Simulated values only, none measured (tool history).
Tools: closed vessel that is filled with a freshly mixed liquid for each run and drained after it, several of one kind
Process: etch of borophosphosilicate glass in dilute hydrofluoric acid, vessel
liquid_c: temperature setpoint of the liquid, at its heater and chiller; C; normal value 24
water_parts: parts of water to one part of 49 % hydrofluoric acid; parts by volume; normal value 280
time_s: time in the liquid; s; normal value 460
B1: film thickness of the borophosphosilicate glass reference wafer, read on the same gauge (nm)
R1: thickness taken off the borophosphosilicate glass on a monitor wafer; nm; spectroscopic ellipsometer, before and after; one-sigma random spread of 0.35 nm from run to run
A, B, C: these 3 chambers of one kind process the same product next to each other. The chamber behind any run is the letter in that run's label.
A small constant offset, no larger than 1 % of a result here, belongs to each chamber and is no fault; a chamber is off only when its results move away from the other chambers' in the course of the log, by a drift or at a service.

Run 1A, hour 12.9: usual settings; B1 129.96. Result: R1 54.462 nm.
Run 2C, hour 22.6: usual settings; B1 130. Result: R1 54.331 nm.
Run 3B, hour 31.2: usual settings; B1 129.96. Result: R1 55.048 nm.
Run 4C, hour 43.9: usual settings; B1 130. Result: R1 53.998 nm.
Run 5B, hour 58: usual settings; B1 129.98. Result: R1 54.495 nm.
At hour 66.5: chamber C: hydrofluoric acid flow meter replaced.
Run 6A, hour 70.5: usual settings; B1 130.01. Result: R1 53.756 nm.
Run 7A, hour 84: usual settings; B1 130.02. Result: R1 53.747 nm.
Run 8C, hour 96.7: usual settings; B1 130.02. Result: R1 53.738 nm.
Run 9B, hour 103.9: usual settings; B1 130.04. Result: R1 55.189 nm.
Run 10A, hour 116.5: usual settings but water_parts 360 parts by volume, time_s 365 s; B1 129.96. Result: R1 30.525 nm.
Run 11B, hour 128.1: usual settings but water_parts 360 parts by volume, time_s 365 s; B1 130.03. Result: R1 31.706 nm.
Run 12C, hour 141.5: usual settings but water_parts 360 parts by volume, time_s 365 s; B1 130.02. Result: R1 30.89 nm.
Run 13C, hour 153: usual settings; B1 129.99. Result: R1 53.482 nm.
Run 14B, hour 165.4: usual settings; B1 129.99. Result: R1 56.139 nm.
Run 15A, hour 173: usual settings; B1 130.01. Result: R1 53.235 nm.
Run 16B, hour 183.3: usual settings but water_parts 355 parts by volume, time_s 620 s; B1 130. Result: R1 55.719 nm.
Run 17A, hour 191.8: usual settings but water_parts 355 parts by volume, time_s 620 s; B1 130.06. Result: R1 53.075 nm.
Run 18C, hour 200.5: usual settings but water_parts 355 parts by volume, time_s 620 s; B1 130.01. Result: R1 52.998 nm.
Run 19C, hour 208.3: usual settings; B1 129.99. Result: R1 53.286 nm.
Run 20B, hour 221.2: usual settings but liquid_c 21.5 C, time_s 205 s; B1 129.98. Result: R1 23.014 nm.
Run 21A, hour 228.4: usual settings but liquid_c 21.5 C, time_s 205 s; B1 129.99. Result: R1 21.84 nm.
Run 22A, hour 241.2: usual settings but liquid_c 21.5 C, time_s 205 s; B1 130.01. Result: R1 21.95 nm.
Run 23C, hour 251: usual settings but water_parts 200 parts by volume, time_s 220 s; B1 129.98. Result: R1 39.446 nm.
Run 24B, hour 264.8: usual settings but water_parts 200 parts by volume, time_s 220 s; B1 130.07. Result: R1 41.006 nm.
Run 25A, hour 278: usual settings but water_parts 200 parts by volume, time_s 220 s; B1 129.99. Result: R1 39.669 nm.
Run 26C, hour 287.4: usual settings; B1 129.99. Result: R1 53.399 nm.
Run 27B, hour 297: usual settings; B1 130.02. Result: R1 58.137 nm.
Run 28A, hour 303.8: usual settings; B1 130.03. Result: R1 53.978 nm.
Run 29C, hour 314.4: usual settings; B1 130. Result: R1 53.696 nm.
Run 30B, hour 325.7: usual settings; B1 130.01. Result: R1 58.141 nm.
Run 31C, hour 338.8: usual settings but liquid_c 28 C, time_s 705 s; B1 130.01. Result: R1 94.819 nm.
Run 32A, hour 353.2: usual settings but liquid_c 28 C, time_s 705 s; B1 129.99. Result: R1 94.723 nm.
Run 33B, hour 359.9: usual settings but liquid_c 28 C, time_s 705 s; B1 130.01. Result: R1 102.98 nm.

The same settings go to every chamber for the next run, one line per chamber below. Forecast the results for each:
Run 34A, hour 370.4: usual settings but time_s 655 s. Result: R1 ?.
Run 34B, hour 370.4: usual settings but time_s 655 s. Result: R1 ?.
Run 34C, hour 370.4: usual settings but time_s 655 s. Result: R1 ?.

run      R1
34A  76.395
34B  84.101
34C   76.65
